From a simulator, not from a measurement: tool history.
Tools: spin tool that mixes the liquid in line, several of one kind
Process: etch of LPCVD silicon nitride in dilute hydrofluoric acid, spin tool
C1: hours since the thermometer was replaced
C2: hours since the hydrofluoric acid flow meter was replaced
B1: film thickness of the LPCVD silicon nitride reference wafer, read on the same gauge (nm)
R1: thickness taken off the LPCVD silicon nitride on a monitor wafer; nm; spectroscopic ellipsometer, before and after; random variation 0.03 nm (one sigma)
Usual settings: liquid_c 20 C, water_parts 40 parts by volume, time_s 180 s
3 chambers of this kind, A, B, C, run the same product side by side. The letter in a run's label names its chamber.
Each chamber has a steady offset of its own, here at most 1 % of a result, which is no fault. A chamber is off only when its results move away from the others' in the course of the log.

Run 1B, hour 4.1: usual settings; C1 186; C2 193.8; B1 79.988. Result: R1 1.7312 nm.
Run 2A, hour 7.5: usual settings; C1 76.7; C2 185.1; B1 80.007. Result: R1 1.7129 nm.
Run 3C, hour 13.7: usual settings; C1 518; C2 609.7; B1 79.987. Result: R1 1.7175 nm.
Run 4A, hour 20.5: usual settings; C1 89.7; C2 198.1; B1 80.018. Result: R1 1.6934 nm.
Run 5B, hour 27.4: usual settings; C1 209.3; C2 217.1; B1 80.018. Result: R1 1.7451 nm.
Run 6C, hour 30.8: usual settings; C1 535.1; C2 626.8; B1 80.008. Result: R1 1.731 nm.
Run 7B, hour 37.7: usual settings but water_parts 35 parts by volume, time_s 105 s; C1 219.6; C2 227.4; B1 79.998. Result: R1 1.1737 nm.
Run 8C, hour 45.6: usual settings but water_parts 35 parts by volume, time_s 105 s; C1 549.9; C2 641.6; B1 79.997. Result: R1 1.1374 nm.
Run 9A, hour 50.2: usual settings but water_parts 35 parts by volume, time_s 105 s; C1 119.4; C2 227.8; B1 79.976. Result: R1 1.171 nm.
Run 10C, hour 56.8: usual settings but water_parts 55 parts by volume; C1 561.1; C2 652.8; B1 79.971. Result: R1 1.3407 nm.
Run 11A, hour 64.4: usual settings but water_parts 55 parts by volume; C1 133.6; C2 242; B1 80.027. Result: R1 1.2181 nm.
Run 12B, hour 69.1: usual settings but water_parts 55 parts by volume; C1 251; C2 258.8; B1 79.973. Result: R1 1.2586 nm.
Run 13A, hour 72.9: usual settings; C1 142.1; C2 250.5; B1 79.994. Result: R1 1.7331 nm.
Run 14B, hour 77.5: usual settings; C1 259.4; C2 267.2; B1 80.032. Result: R1 1.7575 nm.
Run 15C, hour 84.5: usual settings; C1 588.8; C2 680.5; B1 80.012. Result: R1 1.8331 nm.
Run 16A, hour 89.8: usual settings; C1 159; C2 267.4; B1 80.006. Result: R1 1.7125 nm.
Run 17C, hour 94.5: usual settings; C1 598.8; C2 690.5; B1 80.02. Result: R1 1.806 nm.
Run 18B, hour 99.5: usual settings; C1 281.4; C2 289.2; B1 80.003. Result: R1 1.7521 nm.
Run 19C, hour 106.2: usual settings; C1 610.5; C2 702.2; B1 79.979. Result: R1 1.9139 nm.
Run 20A, hour 112.4: usual settings; C1 181.6; C2 290; B1 79.999. Result: R1 1.7474 nm.
Run 21B, hour 116.3: usual settings but liquid_c 17 C, water_parts 45 parts by volume; C1 298.2; C2 306; B1 80.038. Result: R1 1.2626 nm.
Run 22C, hour 121.5: usual settings but liquid_c 17 C, water_parts 45 parts by volume; C1 625.8; C2 717.5; B1 79.99. Result: R1 1.3991 nm.
Run 23A, hour 127.2: usual settings but liquid_c 17 C, water_parts 45 parts by volume; C1 196.4; C2 304.8; B1 79.984. Result: R1 1.2599 nm.
Run 24B, hour 134.8: usual settings; C1 316.7; C2 324.5; B1 80.018. Result: R1 1.7346 nm.
Run 25B, hour 138.7: usual settings; C1 320.6; C2 328.4; B1 80.008. Result: R1 1.7348 nm.
Run 26C, hour 142.8: usual settings; C1 647.1; C2 738.8; B1 79.997. Result: R1 2.0045 nm.

Next, every chamber runs the same settings. What will each give?
Run 27A, hour 148.4: usual settings. Result: R1 ?.
Run 27B, hour 148.4: usual settings. Result: R1 ?.
Run 27C, hour 148.4: usual settings. Result: R1 ?.

run      R1
27A  1.7352
27B  1.6937
27C  1.9376
